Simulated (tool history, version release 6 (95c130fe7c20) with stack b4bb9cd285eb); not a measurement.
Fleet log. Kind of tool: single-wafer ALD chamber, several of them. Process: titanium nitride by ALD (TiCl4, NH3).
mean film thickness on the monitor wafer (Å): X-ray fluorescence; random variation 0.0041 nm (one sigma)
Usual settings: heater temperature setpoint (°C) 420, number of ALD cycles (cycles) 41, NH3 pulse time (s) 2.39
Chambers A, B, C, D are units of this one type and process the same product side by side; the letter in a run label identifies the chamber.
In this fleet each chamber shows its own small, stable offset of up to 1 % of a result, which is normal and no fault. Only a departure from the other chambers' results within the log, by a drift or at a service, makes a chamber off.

run,hour,heater temperature setpoint (°C),number of ALD cycles (cycles),NH3 pulse time (s),hours since the last thermocouple change,"read-back reference wafer on the same gauge, thickness_nm",mean film thickness on the monitor wafer (Å)
1D,10.5,420,41,2.39,321.9,0.83778,9.0862
2C,20.2,420,41,2.39,1427.9,0.83659,9.1219
3A,27.8,420,41,2.39,608.8,0.83681,9.0677
4B,36.3,420,41,2.39,556,0.83685,9.0967
5D,42.1,420,41,2.39,353.5,0.8361,9.2182
6A,49.3,420,41,2.39,630.3,0.83609,9.095
7B,55.6,420,41,2.39,575.3,0.837,9.1413
8C,65.9,420,35,1.89,1473.6,0.83711,7.7117
9C,76.3,420,35,1.89,1484,0.83723,7.8012
10D,83,420,35,1.89,394.4,0.83757,7.7147
11A,91.9,420,35,1.89,672.9,0.83578,7.7139
12B,100.3,420,41,2.39,620,0.83732,9.1422
13D,109.7,420,41,2.39,421.1,0.83778,9.1505
14C,120.4,420,41,2.39,1528.1,0.8366,9.1494
15A,128.3,420,41,2.39,709.3,0.83797,9.1142
16B,138.4,420,41,2.39,658.1,0.83772,9.2008
17A,148.1,420,41,2.39,729.1,0.8364,9.0062
18C,155,420,41,2.39,1562.7,0.8369,9.1655
19D,161.3,420,41,2.39,472.7,0.83744,9.1858
20B,168.2,420,41,2.39,687.9,0.83644,9.1892
21B,178.9,420,41,2.39,698.6,0.8376,9.092
22A,189.4,420,41,2.39,770.4,0.83753,9.0034
23C,198.4,420,41,2.39,1606.1,0.83745,9.1308
24D,205.9,420,41,1.59,517.3,0.8361,9.1093
25C,213.8,420,41,1.59,1621.5,0.83752,9.0392
26B,219,420,41,1.59,738.7,0.83645,9.0707
27D,227.8,420,41,1.59,539.2,0.83724,9.0976
28A,233.5,420,41,2.39,814.5,0.83702,9.0993

Is one chamber off against the others, does the gauge drift, or is nothing wrong? If a chamber is off, say which, and what the likeliest cause is.

The fleet is healthy, with each chamber sitting at its usual small offset and no drift in the gauge.
